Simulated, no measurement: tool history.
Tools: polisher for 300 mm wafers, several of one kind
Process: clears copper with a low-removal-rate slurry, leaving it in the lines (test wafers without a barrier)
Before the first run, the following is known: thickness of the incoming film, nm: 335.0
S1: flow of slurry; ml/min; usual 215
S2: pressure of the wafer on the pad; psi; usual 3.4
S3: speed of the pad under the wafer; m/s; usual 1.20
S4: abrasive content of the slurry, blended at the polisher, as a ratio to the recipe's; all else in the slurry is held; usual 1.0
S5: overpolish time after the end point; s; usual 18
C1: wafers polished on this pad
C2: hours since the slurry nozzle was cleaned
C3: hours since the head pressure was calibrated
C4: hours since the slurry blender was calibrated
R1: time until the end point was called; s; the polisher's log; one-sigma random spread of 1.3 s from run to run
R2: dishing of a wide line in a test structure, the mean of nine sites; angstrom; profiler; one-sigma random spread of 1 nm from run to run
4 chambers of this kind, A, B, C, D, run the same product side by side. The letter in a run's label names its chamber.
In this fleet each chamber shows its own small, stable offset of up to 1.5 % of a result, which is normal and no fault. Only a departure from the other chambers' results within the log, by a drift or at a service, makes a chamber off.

Run 1D, day 0.142: usual settings; C1 837; C2 73.4; C3 182.8; C4 82.3. Result: R1 67.753 s, R2 529.51 angstrom.
At day 0.167: chamber A: slurry blender recalibrated.
Run 2C, day 0.267: usual settings; C1 366; C2 495.0; C3 947.9; C4 122.3. Result: R1 69.398 s, R2 539.78 angstrom.
Run 3A, day 0.488: usual settings; C1 916; C2 319.4; C3 906.7; C4 7.8. Result: R1 69.104 s, R2 538.63 angstrom.
Run 4B, day 0.617: usual settings; C1 796; C2 262.9; C3 365.9; C4 351.8. Result: R1 69.444 s, R2 546.02 angstrom.
Run 5A, day 0.808: usual settings; C1 974; C2 327.1; C3 914.4; C4 15.5. Result: R1 68.140 s, R2 543.31 angstrom.
Run 6C, day 0.933: usual settings; C1 486; C2 511.0; C3 963.9; C4 138.3. Result: R1 72.162 s, R2 541.61 angstrom.
Run 7D, day 1.171: usual settings; C1 1023; C2 98.1; C3 207.5; C4 107.0. Result: R1 67.492 s, R2 548.81 angstrom.
Run 8B, day 1.333: usual settings; C1 925; C2 280.1; C3 383.1; C4 369.0. Result: R1 69.685 s, R2 541.17 angstrom.
At day 1.525: chamber C: slurry blender recalibrated.
At day 1.529: chamber C: worn pad replaced by a new one.
Run 9C, day 1.579: usual settings; C1 9; C2 526.5; C3 979.4; C4 1.4. Result: R1 70.333 s, R2 538.96 angstrom.
At day 1.688: chamber B: worn pad replaced by a new one.
At day 1.754: chamber D: slurry blender recalibrated.
Run 10B, day 1.779: usual settings but S2 4.3 psi, S4 0.8; C1 16; C2 290.8; C3 393.8; C4 379.7. Result: R1 57.450 s, R2 641.52 angstrom.
Run 11A, day 1.942: usual settings but S2 4.3 psi, S4 0.8; C1 1178; C2 354.3; C3 941.6; C4 42.7. Result: R1 57.835 s, R2 653.50 angstrom.
Run 12D, day 2.075: usual settings but S2 4.3 psi, S4 0.8; C1 1186; C2 119.8; C3 229.2; C4 7.8. Result: R1 57.258 s, R2 627.82 angstrom.
At day 2.125: chamber A: worn pad replaced by a new one.
Run 13D, day 2.258: usual settings but S2 4.3 psi, S4 0.8; C1 1219; C2 124.2; C3 233.6; C4 12.2. Result: R1 57.331 s, R2 650.63 angstrom.
Run 14A, day 2.454: usual settings; C1 59; C2 366.6; C3 953.9; C4 55.0. Result: R1 69.396 s, R2 548.44 angstrom.
Run 15B, day 2.575: usual settings; C1 160; C2 309.9; C3 412.9; C4 398.8. Result: R1 69.845 s, R2 556.48 angstrom.
Run 16C, day 2.688: usual settings; C1 208; C2 553.1; C3 1006.0; C4 28.0. Result: R1 69.255 s, R2 542.17 angstrom.
At day 2.717: chamber B: slurry blender recalibrated.
Run 17D, day 2.842: usual settings; C1 1324; C2 138.2; C3 247.6; C4 26.2. Result: R1 68.823 s, R2 538.00 angstrom.
Run 18A, day 3.050: usual settings but S3 0.94 m/s, S5 12 s; C1 167; C2 380.9; C3 968.2; C4 69.3. Result: R1 89.341 s, R2 312.51 angstrom.
Run 19C, day 3.317: usual settings but S3 0.94 m/s, S5 12 s; C1 322; C2 568.2; C3 1021.1; C4 43.1. Result: R1 91.147 s, R2 318.42 angstrom.
Run 20B, day 3.567: usual settings but S3 0.94 m/s, S5 12 s; C1 339; C2 333.7; C3 436.7; C4 20.4. Result: R1 87.896 s, R2 310.05 angstrom.
Run 21B, day 3.792: usual settings but S3 0.94 m/s, S5 12 s; C1 379; C2 339.1; C3 442.1; C4 25.8. Result: R1 87.931 s, R2 322.41 angstrom.
Run 22D, day 4.033: usual settings; C1 1539; C2 166.8; C3 276.2; C4 54.8. Result: R1 70.268 s, R2 538.30 angstrom.
Run 23A, day 4.188: usual settings; C1 372; C2 408.2; C3 995.5; C4 96.6. Result: R1 70.166 s, R2 537.62 angstrom.
Run 24C, day 4.312: usual settings; C1 501; C2 592.1; C3 1045.0; C4 67.0. Result: R1 72.790 s, R2 549.07 angstrom.
Run 25D, day 4.521: usual settings; C1 1626; C2 178.5; C3 287.9; C4 66.5. Result: R1 70.778 s, R2 522.55 angstrom.
At day 4.650: chamber C: worn pad replaced by a new one.
Run 26A, day 4.750: usual settings; C1 473; C2 421.7; C3 1009.0; C4 110.1. Result: R1 67.971 s, R2 557.89 angstrom.
At day 4.888: chamber A: slurry nozzle cleaned.
Run 27B, day 4.992: usual settings; C1 595; C2 367.9; C3 470.9; C4 54.6. Result: R1 69.444 s, R2 549.81 angstrom.
Run 28C, day 5.188: usual settings but S3 0.90 m/s; C1 97; C2 613.1; C3 1066.0; C4 88.0. Result: R1 92.520 s, R2 433.84 angstrom.
Run 29A, day 5.417: usual settings but S3 0.90 m/s; C1 593; C2 12.8; C3 1025.0; C4 126.1. Result: R1 95.620 s, R2 427.63 angstrom.
At day 5.662: chamber C: slurry nozzle cleaned.
Run 30C, day 5.675: usual settings but S3 0.90 m/s; C1 184; C2 0.4; C3 1077.7; C4 99.7. Result: R1 90.860 s, R2 427.23 angstrom.
Run 31D, day 5.796: usual settings but S3 0.90 m/s; C1 1856; C2 209.1; C3 318.5; C4 97.1. Result: R1 97.166 s, R2 421.80 angstrom.
Run 32B, day 5.996: usual settings; C1 776; C2 392.0; C3 495.0; C4 78.7. Result: R1 68.367 s, R2 527.67 angstrom.
Run 33B, day 6.150: usual settings; C1 804; C2 395.7; C3 498.7; C4 82.4. Result: R1 68.654 s, R2 553.96 angstrom.
Run 34C, day 6.267: usual settings; C1 291; C2 14.6; C3 1091.9; C4 113.9. Result: R1 69.115 s, R2 544.28 angstrom.
At day 6.525: chamber A: slurry blender recalibrated.
Run 35D, day 6.533: usual settings; C1 1989; C2 226.8; C3 336.2; C4 114.8. Result: R1 76.412 s, R2 523.87 angstrom.
Run 36A, day 6.654: usual settings but S3 1.52 m/s; C1 816; C2 42.5; C3 1054.7; C4 3.2. Result: R1 54.120 s, R2 650.43 angstrom.
At day 6.775: chamber D: slurry blender recalibrated.
Run 37D, day 6.921: usual settings but S3 1.52 m/s; C1 2059; C2 236.1; C3 345.5; C4 3.6. Result: R1 60.810 s, R2 593.95 angstrom.
Run 38C, day 7.129: usual settings but S3 1.52 m/s; C1 446; C2 35.3; C3 1112.6; C4 134.6. Result: R1 55.196 s, R2 658.11 angstrom.
Run 39A, day 7.246: usual settings but S3 1.52 m/s; C1 923; C2 56.7; C3 1068.9; C4 17.4. Result: R1 53.420 s, R2 654.98 angstrom.
Run 40B, day 7.467: usual settings; C1 1041; C2 427.3; C3 530.3; C4 114.0. Result: R1 67.726 s, R2 543.50 angstrom.

Next, every chamber runs the same settings. What will each give?
Run 41A, day 7.658: usual settings. Result: R1 ?, R2 ?.
Run 41B, day 7.658: usual settings. Result: R1 ?, R2 ?.
Run 41C, day 7.658: usual settings. Result: R1 ?, R2 ?.
Run 41D, day 7.658: usual settings. Result: R1 ?, R2 ?.

run      R1      R2
41A  69.421  517.25
41B  70.605  538.56
41C  70.998  531.55
41D  75.066  504.97

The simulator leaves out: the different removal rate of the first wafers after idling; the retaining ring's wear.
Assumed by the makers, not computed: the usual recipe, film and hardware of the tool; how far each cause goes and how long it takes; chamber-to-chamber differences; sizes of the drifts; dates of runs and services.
